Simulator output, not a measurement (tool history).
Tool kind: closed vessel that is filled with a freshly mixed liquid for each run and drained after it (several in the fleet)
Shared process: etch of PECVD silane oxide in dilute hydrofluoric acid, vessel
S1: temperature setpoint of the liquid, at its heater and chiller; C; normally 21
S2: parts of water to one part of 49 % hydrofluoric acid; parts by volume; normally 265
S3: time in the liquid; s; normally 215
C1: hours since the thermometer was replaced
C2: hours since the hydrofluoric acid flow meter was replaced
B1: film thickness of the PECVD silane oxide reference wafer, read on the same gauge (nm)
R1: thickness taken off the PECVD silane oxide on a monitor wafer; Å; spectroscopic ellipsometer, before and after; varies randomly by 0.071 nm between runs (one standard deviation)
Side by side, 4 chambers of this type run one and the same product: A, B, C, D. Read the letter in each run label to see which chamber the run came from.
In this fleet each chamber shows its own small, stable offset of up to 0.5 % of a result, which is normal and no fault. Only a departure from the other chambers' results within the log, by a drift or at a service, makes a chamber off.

{"run": "1B", "hour": 7.3, "S1": 21, "S2": 265, "S3": 215, "C1": 505.0, "C2": 947.5, "B1": 119.97, "R1": 132.2}
{"run": "2C", "hour": 19.0, "S1": 21, "S2": 265, "S3": 215, "C1": 2431.2, "C2": 643.0, "B1": 119.99, "R1": 131.39}
{"run": "3A", "hour": 28.6, "S1": 21, "S2": 265, "S3": 215, "C1": 520.3, "C2": 176.6, "B1": 120.03, "R1": 133.75}
{"run": "4D", "hour": 34.3, "S1": 21, "S2": 265, "S3": 215, "C1": 1415.3, "C2": 1006.5, "B1": 119.99, "R1": 129.69}
{"run": "5C", "hour": 41.6, "S1": 24, "S2": 265, "S3": 325, "C1": 2453.8, "C2": 665.6, "B1": 120.03, "R1": 223.56}
{"run": "6D", "hour": 47.8, "S1": 24, "S2": 265, "S3": 325, "C1": 1428.8, "C2": 1020.0, "B1": 120.04, "R1": 224.28}
{"run": "7A", "hour": 58.9, "S1": 24, "S2": 265, "S3": 325, "C1": 550.6, "C2": 206.9, "B1": 120.04, "R1": 220.02}
{"run": "8B", "hour": 66.0, "S1": 24, "S2": 265, "S3": 325, "C1": 563.7, "C2": 1006.2, "B1": 120.06, "R1": 220.68}
{"run": "9B", "hour": 72.0, "S1": 21, "S2": 265, "S3": 215, "C1": 569.7, "C2": 1012.2, "B1": 120.07, "R1": 132.06}
{"run": "10A", "hour": 82.4, "S1": 21, "S2": 265, "S3": 215, "C1": 574.1, "C2": 230.4, "B1": 120.01, "R1": 132.06}
{"run": "11C", "hour": 93.1, "S1": 21, "S2": 265, "S3": 215, "C1": 2505.3, "C2": 717.1, "B1": 120.04, "R1": 131.77}
{"run": "12D", "hour": 100.3, "S1": 21, "S2": 265, "S3": 215, "C1": 1481.3, "C2": 1072.5, "B1": 120.02, "R1": 131.97}
{"hour": 106.7, "done": "chamber C: thermometer replaced"}
{"run": "13C", "hour": 107.6, "S1": 21, "S2": 265, "S3": 215, "C1": 1.0, "C2": 731.6, "B1": 120.02, "R1": 133.03}
{"run": "14D", "hour": 115.5, "S1": 23, "S2": 265, "S3": 335, "C1": 1496.5, "C2": 1087.7, "B1": 120.05, "R1": 220.43}
{"run": "15B", "hour": 125.1, "S1": 23, "S2": 265, "S3": 335, "C1": 622.8, "C2": 1065.3, "B1": 120.03, "R1": 221.21}
{"run": "16A", "hour": 130.4, "S1": 23, "S2": 265, "S3": 335, "C1": 622.1, "C2": 278.4, "B1": 119.99, "R1": 221.04}
{"run": "17C", "hour": 137.8, "S1": 23, "S2": 265, "S3": 335, "C1": 31.2, "C2": 761.8, "B1": 120.01, "R1": 221.42}
{"run": "18A", "hour": 145.6, "S1": 21, "S2": 265, "S3": 215, "C1": 637.3, "C2": 293.6, "B1": 120.06, "R1": 131.67}
{"run": "19B", "hour": 157.2, "S1": 21, "S2": 265, "S3": 215, "C1": 654.9, "C2": 1097.4, "B1": 119.99, "R1": 131.49}
{"run": "20D", "hour": 166.9, "S1": 21, "S2": 265, "S3": 215, "C1": 1547.9, "C2": 1139.1, "B1": 119.98, "R1": 128.07}
{"run": "21A", "hour": 178.7, "S1": 21, "S2": 265, "S3": 215, "C1": 670.4, "C2": 326.7, "B1": 119.99, "R1": 131.24}
{"run": "22D", "hour": 188.1, "S1": 21, "S2": 265, "S3": 215, "C1": 1569.1, "C2": 1160.3, "B1": 120.0, "R1": 128.07}
{"run": "23B", "hour": 196.1, "S1": 21, "S2": 265, "S3": 215, "C1": 693.8, "C2": 1136.3, "B1": 120.01, "R1": 131.61}
{"run": "24C", "hour": 201.9, "S1": 21, "S2": 375, "S3": 215, "C1": 95.3, "C2": 825.9, "B1": 119.99, "R1": 85.096}
{"run": "25B", "hour": 212.1, "S1": 21, "S2": 375, "S3": 215, "C1": 709.8, "C2": 1152.3, "B1": 119.99, "R1": 83.627}
{"hour": 217.3, "done": "chamber B: hydrofluoric acid flow meter replaced"}
{"run": "26D", "hour": 220.9, "S1": 21, "S2": 375, "S3": 215, "C1": 1601.9, "C2": 1193.1, "B1": 120.0, "R1": 80.442}
{"run": "27C", "hour": 231.3, "S1": 21, "S2": 375, "S3": 215, "C1": 124.7, "C2": 855.3, "B1": 120.03, "R1": 84.532}
{"run": "28A", "hour": 241.8, "S1": 21, "S2": 265, "S3": 140, "C1": 733.5, "C2": 389.8, "B1": 120.02, "R1": 85.269}
{"run": "29B", "hour": 248.4, "S1": 21, "S2": 265, "S3": 140, "C1": 746.1, "C2": 31.1, "B1": 120.03, "R1": 85.373}
{"run": "30D", "hour": 259.6, "S1": 21, "S2": 265, "S3": 140, "C1": 1640.6, "C2": 1231.8, "B1": 120.01, "R1": 80.139}
{"run": "31C", "hour": 266.4, "S1": 21, "S2": 265, "S3": 140, "C1": 159.8, "C2": 890.4, "B1": 119.95, "R1": 85.69}
{"run": "32A", "hour": 276.2, "S1": 21, "S2": 265, "S3": 215, "C1": 767.9, "C2": 424.2, "B1": 120.01, "R1": 131.88}

Is one chamber off against the others, does the gauge drift, or is nothing wrong? If a chamber is off, say which, and what the likeliest cause is.

Little by little, chamber D moves away from the other chambers.
Most likely cause: hydrofluoric acid flow below the setpoint (%) = 4.93.
With only this log, it may be confused with: liquid colder than its thermometer reads (K).

Which of the 4 candidates below, each the usual settings with something changed and its results left as question marks, puts chamber D back in line with what the other chambers give on the usual settings?
To be in line, a result may differ from the other chambers' mean on the usual settings by at most: R1 2.500 Å
{"run": "33D-1", "hour": 284.6, "S1": 21, "S2": 265, "S3": 200, "R1": "?"}
{"run": "33D-2", "hour": 284.6, "S1": 21, "S2": 265, "S3": 230, "R1": "?"}
{"run": "33D-3", "hour": 284.6, "S1": 24, "S2": 265, "S3": 215, "R1": "?"}
{"run": "33D-4", "hour": 284.6, "S1": 18, "S2": 265, "S3": 215, "R1": "?"}

Other chambers, usual settings, mean: R1 131.690 Å
run=33D-1 R1=115.220
run=33D-2 R1=132.510
run=33D-3 R1=137.970
run=33D-4 R1=110.760
The answer is 33D-2, which returns the chamber to within the allowed miss of the others.

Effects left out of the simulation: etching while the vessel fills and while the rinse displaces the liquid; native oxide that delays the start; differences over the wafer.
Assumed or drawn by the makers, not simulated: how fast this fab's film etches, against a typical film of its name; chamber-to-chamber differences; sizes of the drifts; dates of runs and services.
